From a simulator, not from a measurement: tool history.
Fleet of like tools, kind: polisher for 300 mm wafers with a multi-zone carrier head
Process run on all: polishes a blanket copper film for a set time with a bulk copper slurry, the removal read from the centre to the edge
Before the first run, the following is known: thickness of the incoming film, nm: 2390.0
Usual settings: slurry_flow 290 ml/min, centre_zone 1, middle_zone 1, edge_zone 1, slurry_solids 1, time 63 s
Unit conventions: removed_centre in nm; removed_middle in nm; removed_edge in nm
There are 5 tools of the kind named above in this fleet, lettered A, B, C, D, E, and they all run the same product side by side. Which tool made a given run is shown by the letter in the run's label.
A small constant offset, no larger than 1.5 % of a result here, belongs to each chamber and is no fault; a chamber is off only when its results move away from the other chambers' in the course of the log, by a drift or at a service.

run	hour	slurry_flow	centre_zone	middle_zone	edge_zone	slurry_solids	time	removed_centre	removed_middle	removed_edge
# hour 2.7: chamber A: worn pad replaced by a new one
1A	5.8	290	1	1	1	1	63	541.03	550.23	538.09
2C	13.2	290	1	1	1	1	63	551.47	544.42	538.25
3E	17.1	290	1	1	1	1	63	545.94	545.03	550.37
4D	22.5	290	1	1	1	1	63	548.44	544.74	545.15
# hour 27.8: chamber E: worn pad replaced by a new one
5B	30.2	290	1	1	1	1	63	537.82	544.45	551.96
6C	38.6	290	1.04	1.09	1	1	63	561	588.53	536.35
7E	46.2	290	1.04	1.09	1	1	63	575.59	582.31	555.37
8A	52.9	290	1.04	1.09	1	1	63	570.21	587.35	543.98
# hour 55.4: chamber B: worn pad replaced by a new one
9B	57.9	290	1.04	1.09	1	1	63	577.49	595.31	551.95
# hour 58.1: chamber C: worn pad replaced by a new one
10D	63.9	290	1.04	1.09	1	1	63	561.52	587.64	539.25
# hour 67.9: chamber D: worn pad replaced by a new one
11E	72.4	290	1	1	1	1	63	550.6	552.48	546.99
# hour 77.9: chamber E: worn pad replaced by a new one
12D	79.9	290	1	1	1	1	63	542.49	549.76	546.86
13C	85.6	290	1	1	1	1	63	544.66	550.99	545.86
# hour 91.9: chamber B: centre zone pressure recalibrated
14A	93.6	290	1	1	1	1	63	539.45	549.72	551.57
15B	98.5	290	1	1.04	1	1	51	389.61	466.54	450.48
16E	105.4	290	1	1.04	1	1	51	439.74	459	445.67
# hour 108.6: chamber A: worn pad replaced by a new one
17A	113.1	290	1	1.04	1	1	51	433.87	460.33	431.99
18D	118.9	290	1	1.04	1	1	51	447.02	454.27	433.53
19C	124.7	290	1	1.04	1	1	51	441.03	460.62	436.48
# hour 129.3: chamber B: worn pad replaced by a new one
20B	133.1	290	1	1	1	1	63	472.1	547.21	547.69
21E	137.2	290	1	1	1	1	63	557.29	552.92	549.38
22D	140.9	290	1	1	1	1	63	541.87	541.01	547.93
# hour 142.2: chamber E: worn pad replaced by a new one
23C	148.5	290	1	1	1	1	63	542.65	544.6	536.37
# hour 151.4: chamber A: slurry nozzle cleaned
24A	152.9	195	1	1	1	1	63	512.37	530.12	531.68
25B	157.4	195	1	1	1	1	63	449.86	522.91	536.61
# hour 159.7: chamber D: centre zone pressure recalibrated
26A	164.6	195	1	1	1	1	63	512.73	516.62	539.27
27B	172	195	1	1	1	1	63	449.35	529.07	530.44
# hour 173: chamber C: worn pad replaced by a new one
# hour 173.9: chamber E: edge zone pressure recalibrated
28C	179.7	195	1	1	1	1	63	512.67	529.35	528.85
# hour 184.3: chamber D: worn pad replaced by a new one
29D	186	290	1	1	1.12	1	63	551.86	541.26	571.98
30E	191.3	290	1	1	1.12	1	63	550.26	551.63	580.88

Each of the 5 chambers runs these same settings next. Fill in every chamber's results:
31A	197.4	290	1	1	1	1.1	63	?	?	?
31B	197.4	290	1	1	1	1.1	63	?	?	?
31C	197.4	290	1	1	1	1.1	63	?	?	?
31D	197.4	290	1	1	1	1.1	63	?	?	?
31E	197.4	290	1	1	1	1.1	63	?	?	?

run	removed_centre	removed_middle	removed_edge
31A	561.99	557.94	553.54
31B	494.66	559.82	568.11
31C	558.56	563.73	546.72
31D	557.03	557.33	565.54
31E	566.32	557.62	567.86
